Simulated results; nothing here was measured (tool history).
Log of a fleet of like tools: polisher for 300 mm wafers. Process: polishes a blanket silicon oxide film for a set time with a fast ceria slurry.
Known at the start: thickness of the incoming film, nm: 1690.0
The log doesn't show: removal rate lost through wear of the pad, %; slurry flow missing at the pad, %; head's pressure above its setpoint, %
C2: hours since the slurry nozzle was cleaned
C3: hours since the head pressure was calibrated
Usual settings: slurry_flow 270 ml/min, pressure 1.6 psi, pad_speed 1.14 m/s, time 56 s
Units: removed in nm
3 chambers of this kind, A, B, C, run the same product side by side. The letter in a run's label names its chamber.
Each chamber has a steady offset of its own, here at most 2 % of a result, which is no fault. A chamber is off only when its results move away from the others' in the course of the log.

run 1B hour=7.7 | slurry_flow=270 pressure=1.6 pad_speed=1.14 time=56 | wafers_polished_on_this_pad=136 C2=110.5 C3=807.1 | removed=588.93
run 2C hour=12.9 | slurry_flow=270 pressure=1.6 pad_speed=1.14 time=56 | wafers_polished_on_this_pad=1161 C2=127.9 C3=553.4 | removed=575.35
run 3A hour=17.3 | slurry_flow=270 pressure=1.6 pad_speed=1.14 time=56 | wafers_polished_on_this_pad=1328 C2=404.4 C3=519.1 | removed=598.79
run 4B hour=24.2 | slurry_flow=270 pressure=1.6 pad_speed=1.14 time=56 | wafers_polished_on_this_pad=380 C2=127 C3=823.6 | removed=593.8
run 5C hour=30.5 | slurry_flow=270 pressure=1.6 pad_speed=1.14 time=56 | wafers_polished_on_this_pad=1422 C2=145.5 C3=571 | removed=594.37
-- hour=30.9 chamber A: worn pad replaced by a new one
-- hour=34 chamber C: worn pad replaced by a new one
run 6A hour=37.4 | slurry_flow=270 pressure=1.6 pad_speed=1.14 time=56 | wafers_polished_on_this_pad=96 C2=424.5 C3=539.2 | removed=611.72
run 7A hour=45.9 | slurry_flow=270 pressure=1.6 pad_speed=1.14 time=56 | wafers_polished_on_this_pad=222 C2=433 C3=547.7 | removed=601.89
run 8C hour=49.8 | slurry_flow=270 pressure=1.6 pad_speed=1.14 time=56 | wafers_polished_on_this_pad=233 C2=164.8 C3=590.3 | removed=584.88
-- hour=50.6 chamber B: worn pad replaced by a new one
run 9B hour=56.6 | slurry_flow=270 pressure=1.6 pad_speed=1.14 time=56 | wafers_polished_on_this_pad=89 C2=159.4 C3=856 | removed=589.27
run 10A hour=64.1 | slurry_flow=270 pressure=1.6 pad_speed=1.14 time=56 | wafers_polished_on_this_pad=491 C2=451.2 C3=565.9 | removed=606.41
run 11C hour=72.6 | slurry_flow=270 pressure=1.6 pad_speed=1.14 time=56 | wafers_polished_on_this_pad=571 C2=187.6 C3=613.1 | removed=583.49
run 12B hour=81 | slurry_flow=270 pressure=1.6 pad_speed=1.14 time=56 | wafers_polished_on_this_pad=450 C2=183.8 C3=880.4 | removed=584.75
run 13B hour=85 | slurry_flow=270 pressure=1.6 pad_speed=1.14 time=56 | wafers_polished_on_this_pad=509 C2=187.8 C3=884.4 | removed=600.68
run 14C hour=89.1 | slurry_flow=270 pressure=1.6 pad_speed=1.14 time=56 | wafers_polished_on_this_pad=815 C2=204.1 C3=629.6 | removed=585.35
run 15A hour=94.2 | slurry_flow=270 pressure=1.6 pad_speed=1.14 time=56 | wafers_polished_on_this_pad=936 C2=481.3 C3=596 | removed=599.16
run 16C hour=100.4 | slurry_flow=270 pressure=1.6 pad_speed=1.14 time=56 | wafers_polished_on_this_pad=982 C2=215.4 C3=640.9 | removed=577.81
run 17A hour=105.9 | slurry_flow=270 pressure=1.6 pad_speed=1.14 time=56 | wafers_polished_on_this_pad=1110 C2=493 C3=607.7 | removed=586.23
-- hour=108.2 chamber B: worn pad replaced by a new one
run 18B hour=110.4 | slurry_flow=270 pressure=2.2 pad_speed=1.14 time=38 | wafers_polished_on_this_pad=33 C2=213.2 C3=909.8 | removed=538.12
-- hour=111.9 chamber A: worn pad replaced by a new one
run 19A hour=114.2 | slurry_flow=270 pressure=2.2 pad_speed=1.14 time=38 | wafers_polished_on_this_pad=35 C2=501.3 C3=616 | removed=566.23
-- hour=115.3 chamber C: slurry nozzle cleaned
run 20C hour=121.6 | slurry_flow=270 pressure=2.2 pad_speed=1.14 time=38 | wafers_polished_on_this_pad=1296 C2=6.3 C3=662.1 | removed=548.32
-- hour=127 chamber C: worn pad replaced by a new one
run 21B hour=128.5 | slurry_flow=270 pressure=1 pad_speed=1.14 time=56 | wafers_polished_on_this_pad=300 C2=231.3 C3=927.9 | removed=369.03
run 22B hour=133.7 | slurry_flow=270 pressure=1 pad_speed=1.14 time=56 | wafers_polished_on_this_pad=377 C2=236.5 C3=933.1 | removed=363.83
run 23A hour=139.9 | slurry_flow=270 pressure=1 pad_speed=1.14 time=56 | wafers_polished_on_this_pad=415 C2=527 C3=641.7 | removed=379.86
run 24C hour=148 | slurry_flow=270 pressure=1.6 pad_speed=1.14 time=56 | wafers_polished_on_this_pad=311 C2=32.7 C3=688.5 | removed=591.17
run 25A hour=153.9 | slurry_flow=270 pressure=1.6 pad_speed=1.14 time=56 | wafers_polished_on_this_pad=622 C2=541 C3=655.7 | removed=593.46
run 26B hour=158.1 | slurry_flow=270 pressure=1.6 pad_speed=1.28 time=56 | wafers_polished_on_this_pad=738 C2=260.9 C3=957.5 | removed=669.8
run 27C hour=163.1 | slurry_flow=270 pressure=1.6 pad_speed=1.28 time=56 | wafers_polished_on_this_pad=534 C2=47.8 C3=703.6 | removed=655.16
-- hour=164.9 chamber B: worn pad replaced by a new one
run 28A hour=167.5 | slurry_flow=270 pressure=1.6 pad_speed=1.28 time=56 | wafers_polished_on_this_pad=823 C2=554.6 C3=669.3 | removed=665.99
run 29C hour=171.6 | slurry_flow=270 pressure=1.6 pad_speed=1.14 time=56 | wafers_polished_on_this_pad=660 C2=56.3 C3=712.1 | removed=586.53
run 30B hour=178.9 | slurry_flow=270 pressure=1.6 pad_speed=1.14 time=56 | wafers_polished_on_this_pad=208 C2=281.7 C3=978.3 | removed=580.84
run 31A hour=186.6 | slurry_flow=270 pressure=1.6 pad_speed=1.14 time=56 | wafers_polished_on_this_pad=1106 C2=573.7 C3=688.4 | removed=603.54
run 32B hour=191.5 | slurry_flow=270 pressure=1.6 pad_speed=1.14 time=56 | wafers_polished_on_this_pad=394 C2=294.3 C3=990.9 | removed=595.19
run 33C hour=200.1 | slurry_flow=270 pressure=1.6 pad_speed=1.14 time=56 | wafers_polished_on_this_pad=1082 C2=84.8 C3=740.6 | removed=593.18
run 34B hour=204.4 | slurry_flow=270 pressure=1.6 pad_speed=1.14 time=56 | wafers_polished_on_this_pad=585 C2=307.2 C3=1003.8 | removed=583.03

What goes on in this fleet: one chamber off, a drifting gauge, or nothing beyond the chambers' own small offsets? Name the chamber and the cause, if any.

No chamber stands off beyond its own small offset, and the gauge holds steady.
